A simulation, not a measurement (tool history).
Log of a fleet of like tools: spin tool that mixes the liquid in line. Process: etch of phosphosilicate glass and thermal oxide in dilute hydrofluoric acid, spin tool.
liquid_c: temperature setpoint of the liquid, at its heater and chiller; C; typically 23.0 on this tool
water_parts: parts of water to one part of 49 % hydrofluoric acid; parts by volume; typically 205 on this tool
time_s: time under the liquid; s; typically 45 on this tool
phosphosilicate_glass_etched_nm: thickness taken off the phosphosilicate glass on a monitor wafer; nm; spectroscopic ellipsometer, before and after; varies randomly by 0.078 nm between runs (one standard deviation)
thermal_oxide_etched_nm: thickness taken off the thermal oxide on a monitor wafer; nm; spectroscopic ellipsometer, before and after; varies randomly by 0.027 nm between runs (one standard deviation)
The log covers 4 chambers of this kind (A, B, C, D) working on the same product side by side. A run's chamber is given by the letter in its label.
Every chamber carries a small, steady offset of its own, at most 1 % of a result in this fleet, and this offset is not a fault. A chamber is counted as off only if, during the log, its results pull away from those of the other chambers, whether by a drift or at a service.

| run | hour | liquid_c | water_parts | time_s | hours since the thermometer was replaced | hours since the hydrofluoric acid flow meter was replaced | read-back film thickness of the phosphosilicate glass reference wafer, read on the same gauge (nm) | read-back film thickness of the thermal oxide reference wafer, read on the same gauge (nm) | phosphosilicate_glass_etched_nm | thermal_oxide_etched_nm |
|---|---|---|---|---|---|---|---|---|---|---|
| 1A | 8.3 | 23.0 | 205 | 45 | 439.6 | 159.6 | 90.017 | 70.000 | 12.321 | 0.89998 |
| 2B | 16.1 | 23.0 | 205 | 45 | 365.1 | 399.2 | 90.020 | 69.969 | 12.485 | 0.89555 |
| 3C | 24.9 | 23.0 | 205 | 45 | 154.0 | 668.6 | 89.993 | 70.001 | 12.361 | 0.88588 |
| 4D | 36.1 | 23.0 | 205 | 45 | 2491.3 | 254.5 | 90.007 | 70.019 | 12.249 | 0.88776 |
| 5A | 47.8 | 23.0 | 205 | 45 | 479.1 | 199.1 | 90.007 | 70.012 | 12.515 | 0.86517 |
| 6C | 55.9 | 23.0 | 165 | 45 | 185.0 | 699.6 | 89.986 | 70.028 | 15.777 | 1.16640 |
|  | 57.0 | chamber D: thermometer replaced |
| 7B | 67.8 | 23.0 | 165 | 45 | 416.8 | 450.9 | 89.994 | 69.960 | 16.201 | 1.10400 |
| 8D | 74.5 | 23.0 | 165 | 45 | 17.6 | 292.9 | 89.980 | 69.993 | 15.708 | 1.08650 |
| 9A | 87.2 | 23.0 | 165 | 45 | 518.5 | 238.5 | 89.978 | 69.984 | 16.020 | 1.16080 |
| 10D | 92.9 | 23.0 | 205 | 45 | 36.0 | 311.3 | 89.976 | 70.030 | 12.334 | 0.93983 |
| 11C | 102.9 | 23.0 | 205 | 45 | 232.0 | 746.6 | 89.971 | 70.007 | 12.275 | 0.88145 |
| 12B | 109.9 | 23.0 | 205 | 45 | 458.9 | 493.0 | 89.989 | 69.986 | 12.374 | 0.89895 |
| 13B | 119.9 | 23.0 | 205 | 45 | 468.9 | 503.0 | 89.988 | 70.029 | 12.444 | 0.91825 |
| 14C | 132.0 | 23.0 | 205 | 45 | 261.1 | 775.7 | 89.977 | 70.035 | 12.412 | 0.86665 |
| 15A | 140.0 | 23.0 | 205 | 45 | 571.3 | 291.3 | 90.022 | 70.034 | 12.528 | 0.90243 |
| 16D | 146.6 | 23.0 | 205 | 45 | 89.7 | 365.0 | 89.998 | 69.989 | 12.237 | 0.91073 |
| 17A | 154.1 | 23.0 | 205 | 45 | 585.4 | 305.4 | 89.990 | 70.023 | 12.667 | 0.92275 |
| 18C | 162.1 | 23.0 | 205 | 45 | 291.2 | 805.8 | 90.030 | 70.001 | 12.388 | 0.86803 |
| 19D | 167.8 | 23.0 | 205 | 45 | 110.9 | 386.2 | 90.053 | 70.002 | 12.195 | 0.87514 |
| 20B | 176.1 | 23.0 | 205 | 45 | 525.1 | 559.2 | 90.037 | 70.000 | 12.340 | 0.92711 |
| 21C | 186.2 | 23.0 | 205 | 45 | 315.3 | 829.9 | 89.980 | 69.992 | 12.524 | 0.88609 |
| 22D | 197.1 | 23.0 | 205 | 45 | 140.2 | 415.5 | 90.003 | 69.988 | 12.253 | 0.86957 |
| 23B | 207.5 | 23.0 | 205 | 45 | 556.5 | 590.6 | 89.976 | 70.020 | 12.416 | 0.89663 |
| 24A | 220.0 | 25.5 | 205 | 45 | 651.3 | 371.3 | 90.007 | 70.029 | 14.356 | 1.05180 |
| 25C | 226.1 | 25.5 | 205 | 45 | 355.2 | 869.8 | 90.005 | 70.003 | 13.631 | 0.94806 |
|  | 238.4 | chamber D: hydrofluoric acid flow meter replaced |
| 26D | 238.5 | 25.5 | 205 | 45 | 181.6 | 0.2 | 90.023 | 69.984 | 13.383 | 0.99018 |

Which is it: a chamber that has drifted or been left off by a service, a gauge drift common to all chambers, or only each chamber's usual small offset? If a chamber is off, name it and its likeliest cause.

It is chamber A that slowly wanders off from its peers.
Likeliest cause: hydrofluoric acid flow above the setpoint (%) = 5.38.
Not necessarily distinguishable in this log from: liquid hotter than its thermometer reads (K).

Chamber A could run next with any of the 4 candidate recipes listed below; each alters the usual settings, and their results appear as question marks. Which one brings its results back in line with what the other chambers deliver on the usual settings?
To be in line, a result may differ from the other chambers' mean on the usual settings by at most: phosphosilicate_glass_etched_nm 0.270 nm; thermal_oxide_etched_nm 0.09400 nm
| 27A-1 | 247.6 | 23.0 | 210 | 45 |  |  |  |  | ? | ? |
| 27A-2 | 247.6 | 23.0 | 200 | 45 |  |  |  |  | ? | ? |
| 27A-3 | 247.6 | 23.0 | 215 | 45 |  |  |  |  | ? | ? |
| 27A-4 | 247.6 | 23.0 | 195 | 45 |  |  |  |  | ? | ? |

Other chambers, usual settings, mean: phosphosilicate_glass_etched_nm 12.354 nm; thermal_oxide_etched_nm 0.87932 nm
| run | phosphosilicate_glass_etched_nm | thermal_oxide_etched_nm |
|---|---|---|
| 27A-1 | 12.752 | 0.93357 |
| 27A-2 | 13.521 | 0.98984 |
| 27A-3 | 12.396 | 0.90746 |
| 27A-4 | 13.936 | 1.02020 |
With 27A-3, the chamber falls back in line with the rest.

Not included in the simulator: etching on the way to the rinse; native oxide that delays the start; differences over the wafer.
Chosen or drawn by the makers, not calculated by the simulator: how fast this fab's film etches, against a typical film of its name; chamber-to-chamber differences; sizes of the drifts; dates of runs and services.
